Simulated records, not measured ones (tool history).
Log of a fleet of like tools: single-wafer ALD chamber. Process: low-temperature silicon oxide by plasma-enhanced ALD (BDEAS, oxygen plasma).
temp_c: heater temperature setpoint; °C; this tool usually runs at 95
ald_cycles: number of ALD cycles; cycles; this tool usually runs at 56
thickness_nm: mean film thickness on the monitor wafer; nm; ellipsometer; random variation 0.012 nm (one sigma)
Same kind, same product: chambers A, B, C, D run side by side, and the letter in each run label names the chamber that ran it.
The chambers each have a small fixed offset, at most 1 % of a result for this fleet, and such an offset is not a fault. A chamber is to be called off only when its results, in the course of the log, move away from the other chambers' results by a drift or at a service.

| run | day | temp_c | ald_cycles | hours since the last thermocouple change | read-back reference wafer on the same gauge, thickness_nm | thickness_nm |
|---|---|---|---|---|---|---|
| 1B | 0.525 | 95 | 56 | 1630 | 9.3308 | 8.1695 |
| 2A | 1.046 | 95 | 56 | 1069.3 | 9.3329 | 8.1261 |
| 3C | 1.592 | 95 | 56 | 2907 | 9.3338 | 8.1846 |
| 4D | 1.988 | 95 | 56 | 1377.5 | 9.3391 | 8.2246 |
| 5B | 2.383 | 95 | 56 | 1674.6 | 9.3438 | 8.1791 |
| 6C | 2.712 | 95 | 56 | 2933.9 | 9.3374 | 8.1804 |
| 7D | 3.171 | 95 | 56 | 1405.9 | 9.3445 | 8.2269 |
| 8A | 3.45 | 95 | 56 | 1127 | 9.3457 | 8.1452 |
| 9D | 3.942 | 95 | 56 | 1424.4 | 9.3466 | 8.2232 |
|  | 4.05 | chamber C: thermocouple changed; heater temperature recalibrated |
| 10B | 4.342 | 95 | 56 | 1721.6 | 9.3479 | 8.1966 |
| 11C | 4.7 | 95 | 56 | 15.7 | 9.3501 | 8.1959 |
| 12A | 5.067 | 104 | 56 | 1165.8 | 9.3489 | 7.9527 |
| 13B | 5.629 | 104 | 56 | 1752.5 | 9.349 | 7.9936 |
| 14C | 6.125 | 104 | 56 | 49.9 | 9.3567 | 8.0035 |
| 15D | 6.446 | 104 | 56 | 1484.5 | 9.3567 | 8.044 |
| 16A | 6.788 | 95 | 56 | 1207.1 | 9.3596 | 8.1615 |
| 17B | 7.05 | 95 | 56 | 1786.6 | 9.3602 | 8.1933 |
| 18D | 7.458 | 103 | 56 | 1508.8 | 9.3602 | 8.0411 |
| 19C | 7.962 | 103 | 56 | 94 | 9.3616 | 8.0158 |
| 20A | 8.433 | 103 | 56 | 1246.6 | 9.3693 | 7.9842 |
| 21A | 8.912 | 103 | 56 | 1258.1 | 9.3678 | 7.9953 |
| 22C | 9.371 | 95 | 46 | 127.8 | 9.3698 | 6.7457 |
| 23B | 9.8 | 95 | 46 | 1852.6 | 9.3715 | 6.7428 |
| 24D | 10.096 | 95 | 46 | 1572.1 | 9.3723 | 6.7876 |
| 25A | 10.538 | 95 | 46 | 1297.1 | 9.3734 | 6.7103 |
| 26C | 10.908 | 95 | 56 | 164.7 | 9.3748 | 8.2126 |
| 27D | 11.329 | 95 | 56 | 1601.7 | 9.3754 | 8.2675 |
| 28B | 11.754 | 95 | 56 | 1899.5 | 9.3808 | 8.2077 |
| 29B | 12.138 | 95 | 56 | 1908.7 | 9.3798 | 8.1863 |
| 30D | 12.679 | 95 | 56 | 1634.1 | 9.3813 | 8.2621 |

Next, all 4 chambers run the settings below, one line each with question marks for the results. What does each chamber give?
| 31A | 13.083 | 95 | 56 |  |  | ? |
| 31B | 13.083 | 95 | 56 |  |  | ? |
| 31C | 13.083 | 95 | 56 |  |  | ? |
| 31D | 13.083 | 95 | 56 |  |  | ? |

| run | thickness_nm |
|---|---|
| 31A | 8.1719 |
| 31B | 8.23 |
| 31C | 8.2284 |
| 31D | 8.2806 |
